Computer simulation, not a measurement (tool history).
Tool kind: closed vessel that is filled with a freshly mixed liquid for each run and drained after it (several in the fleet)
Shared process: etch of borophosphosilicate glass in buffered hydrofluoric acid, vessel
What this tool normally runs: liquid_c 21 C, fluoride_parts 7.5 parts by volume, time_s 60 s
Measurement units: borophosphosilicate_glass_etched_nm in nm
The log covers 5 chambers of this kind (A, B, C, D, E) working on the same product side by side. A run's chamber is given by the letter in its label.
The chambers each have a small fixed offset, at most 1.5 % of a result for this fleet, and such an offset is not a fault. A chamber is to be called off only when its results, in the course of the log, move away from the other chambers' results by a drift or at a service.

run	day	liquid_c	fluoride_parts	time_s	read-back film thickness of the borophosphosilicate glass reference wafer, read on the same gauge (nm)	borophosphosilicate_glass_etched_nm
1B	0.312	21	7.5	60	120.02	82.396
2D	0.567	21	7.5	60	119.99	84.109
3E	0.788	21	7.5	60	120.03	82.539
4C	1.038	21	7.5	60	120.00	83.389
5A	1.258	21	7.5	60	119.97	83.564
6B	1.446	21	7.5	60	120.01	83.406
7D	1.688	21	7.5	60	120.01	83.040
8E	2.029	21	7.5	60	119.98	81.893
9C	2.271	21	7.5	60	120.01	83.732
10A	2.521	21	7.5	60	119.97	81.735
11E	2.771	21	7.5	85	120.03	116.070
12A	2.925	21	7.5	85	119.94	118.370
13D	3.192	21	7.5	85	120.00	117.780
14B	3.404	21	7.5	85	120.01	116.690
15C	3.612	21	7.5	85	120.00	117.380
16C	3.796	21	7.5	60	120.02	84.518
17D	4.088	21	7.5	60	120.01	83.495
18E	4.304	21	7.5	60	120.04	81.940
19B	4.554	21	7.5	75	119.98	102.430
20A	4.796	21	7.5	75	119.97	103.490
21B	5.133	21	7.5	75	119.97	104.070
22A	5.354	21	7.5	75	119.99	102.890
23D	5.675	21	7.5	75	120.01	103.780
24E	5.917	21	7.5	60	120.00	82.170
# day 6.212: chamber B: thermometer replaced
25C	6.238	21	7.5	60	120.02	84.090
26C	6.479	21	7.5	60	119.97	82.905
27A	6.658	21	7.5	60	120.01	82.534
28E	6.812	21	7.5	60	119.95	81.021
29B	7.075	18	7.5	75	120.00	87.319
# day 7.096: chamber D: thermometer replaced
30D	7.271	18	7.5	75	120.02	87.859
31C	7.483	18	7.5	75	120.05	88.346
32D	7.646	18	7.5	75	120.02	87.800
33A	7.838	18	7.5	75	120.02	88.008
34E	8.017	21	7.5	60	119.99	82.690

Does one chamber stand apart from the rest, does the shared gauge drift, or is all well apart from small per-chamber offsets? Give the chamber and the most likely cause, where there is one.

The fleet is healthy, with each chamber sitting at its usual small offset and no drift in the gauge.

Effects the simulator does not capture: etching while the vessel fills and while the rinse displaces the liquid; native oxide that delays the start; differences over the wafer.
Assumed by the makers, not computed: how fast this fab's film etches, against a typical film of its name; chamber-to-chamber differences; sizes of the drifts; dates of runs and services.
